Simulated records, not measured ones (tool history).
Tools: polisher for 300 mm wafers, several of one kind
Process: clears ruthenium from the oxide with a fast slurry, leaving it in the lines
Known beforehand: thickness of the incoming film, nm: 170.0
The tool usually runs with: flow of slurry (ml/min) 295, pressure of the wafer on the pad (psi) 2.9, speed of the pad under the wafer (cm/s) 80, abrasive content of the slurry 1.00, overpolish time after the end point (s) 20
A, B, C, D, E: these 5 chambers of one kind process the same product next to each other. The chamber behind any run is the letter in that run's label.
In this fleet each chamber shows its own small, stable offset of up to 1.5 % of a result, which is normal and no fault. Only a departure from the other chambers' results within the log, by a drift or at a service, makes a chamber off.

run   hour  flow of slurry (ml/min)  pressure of the wafer on the pad (psi)  speed of the pad under the wafer (cm/s)  abrasive content of the slurry  overpolish time after the end point (s)  time until the end point was called (s)  dishing of a wide line in a test structure (nm)
 1D    8.4                      295                                     2.9                                       80                            1.00                                       20                                   44.360                                           59.959
       8.6  -- chamber D: worn pad replaced by a new one
 2B   15.0                      295                                     2.9                                       80                            1.00                                       20                                   45.396                                           61.498
 3C   22.3                      295                                     2.9                                       80                            1.00                                       20                                   45.342                                           61.423
      22.7  -- chamber D: slurry blender recalibrated
 4A   29.3                      295                                     2.9                                       80                            1.00                                       20                                   45.288                                           59.289
 5E   36.6                      295                                     2.9                                       80                            1.00                                       20                                   46.098                                           60.675
 6E   42.1                      295                                     2.9                                       80                            1.00                                       20                                   45.811                                           59.730
 7C   48.7                      295                                     2.9                                       80                            1.00                                       20                                   44.815                                           63.052
      54.9  -- chamber B: worn pad replaced by a new one
 8A   55.6                      295                                     2.9                                       80                            1.00                                       20                                   45.304                                           61.028
      60.5  -- chamber C: slurry blender recalibrated
 9D   61.9                      295                                     2.9                                       80                            1.00                                       20                                   45.070                                           59.090
      63.6  -- chamber B: slurry nozzle cleaned
      65.0  -- chamber E: worn pad replaced by a new one
10B   71.1                      295                                     2.9                                       80                            1.00                                       20                                   45.396                                           59.973
      72.5  -- chamber C: worn pad replaced by a new one
11C   76.4                      295                                     2.9                                       80                            1.00                                       20                                   44.439                                           62.520
      78.0  -- chamber A: worn pad replaced by a new one
12B   81.8                      295                                     2.9                                       80                            1.00                                       20                                   44.734                                           59.771
13A   87.5                      295                                     2.9                                       80                            1.00                                       20                                   46.081                                           58.664
14E   96.3                      295                                     2.9                                       80                            1.00                                       20                                   45.288                                           60.534
      97.4  -- chamber A: slurry nozzle cleaned
15D  103.9                      295                                     2.9                                       80                            1.00                                       20                                   45.148                                           61.305
     105.5  -- chamber D: head pressure recalibrated
     107.4  -- chamber B: slurry blender recalibrated
16B  110.5                      295                                     2.9                                       80                            1.00                                       20                                   44.265                                           60.711
17C  115.1                      295                                     2.9                                       80                            1.00                                       20                                   44.024                                           60.133
     121.6  -- chamber D: worn pad replaced by a new one
18D  123.4                      295                                     2.9                                       80                            1.00                                       20                                   42.037                                           63.992
19E  132.7                      295                                     2.9                                       80                            1.00                                       20                                   45.810                                           62.275
20A  140.5                      295                                     2.9                                       80                            1.00                                       20                                   46.148                                           58.916
21E  147.1                      295                                     2.9                                       80                            1.00                                       20                                   45.360                                           59.525
     155.4  -- chamber B: head pressure recalibrated
22C  155.9                      235                                     2.9                                      104                            1.00                                       20                                   35.193                                           75.446
23A  161.4                      235                                     2.9                                      104                            1.00                                       20                                   35.363                                           75.902
24D  168.5                      235                                     2.9                                      104                            1.00                                       20                                   33.654                                           77.489
     169.6  -- chamber A: worn pad replaced by a new one
25B  177.6                      235                                     2.9                                      104                            1.00                                       20                                   36.011                                           74.351
26B  182.1                      235                                     2.9                                      104                            1.00                                       20                                   35.763                                           73.801
     184.6  -- chamber E: slurry blender recalibrated
27A  187.7                      295                                     2.9                                       80                            1.00                                       20                                   44.567                                           60.719
28E  194.0                      295                                     2.9                                       80                            1.00                                       20                                   45.142                                           61.443
     201.9  -- chamber C: worn pad replaced by a new one
29C  203.3                      295                                     2.9                                       80                            1.00                                       20                                   44.234                                           59.011
     203.9  -- chamber E: worn pad replaced by a new one
30D  208.8                      295                                     2.9                                       80                            1.25                                       20                                   38.072                                           73.001
31E  217.3                      295                                     2.9                                       80                            1.25                                       20                                   41.075                                           64.472

All chambers now run identical settings, listed one chamber a line with results as question marks. What results will each chamber show?
32A  224.3                      295                                     2.9                                      102                            1.00                                       20                                        ?                                                ?
32B  224.3                      295                                     2.9                                      102                            1.00                                       20                                        ?                                                ?
32C  224.3                      295                                     2.9                                      102                            1.00                                       20                                        ?                                                ?
32D  224.3                      295                                     2.9                                      102                            1.00                                       20                                        ?                                                ?
32E  224.3                      295                                     2.9                                      102                            1.00                                       20                                        ?                                                ?

run  time until the end point was called (s)  dishing of a wide line in a test structure (nm)
32A                                   35.887                                           75.730
32B                                   35.708                                           71.886
32C                                   34.930                                           72.816
32D                                   33.927                                           78.182
32E                                   35.429                                           75.371

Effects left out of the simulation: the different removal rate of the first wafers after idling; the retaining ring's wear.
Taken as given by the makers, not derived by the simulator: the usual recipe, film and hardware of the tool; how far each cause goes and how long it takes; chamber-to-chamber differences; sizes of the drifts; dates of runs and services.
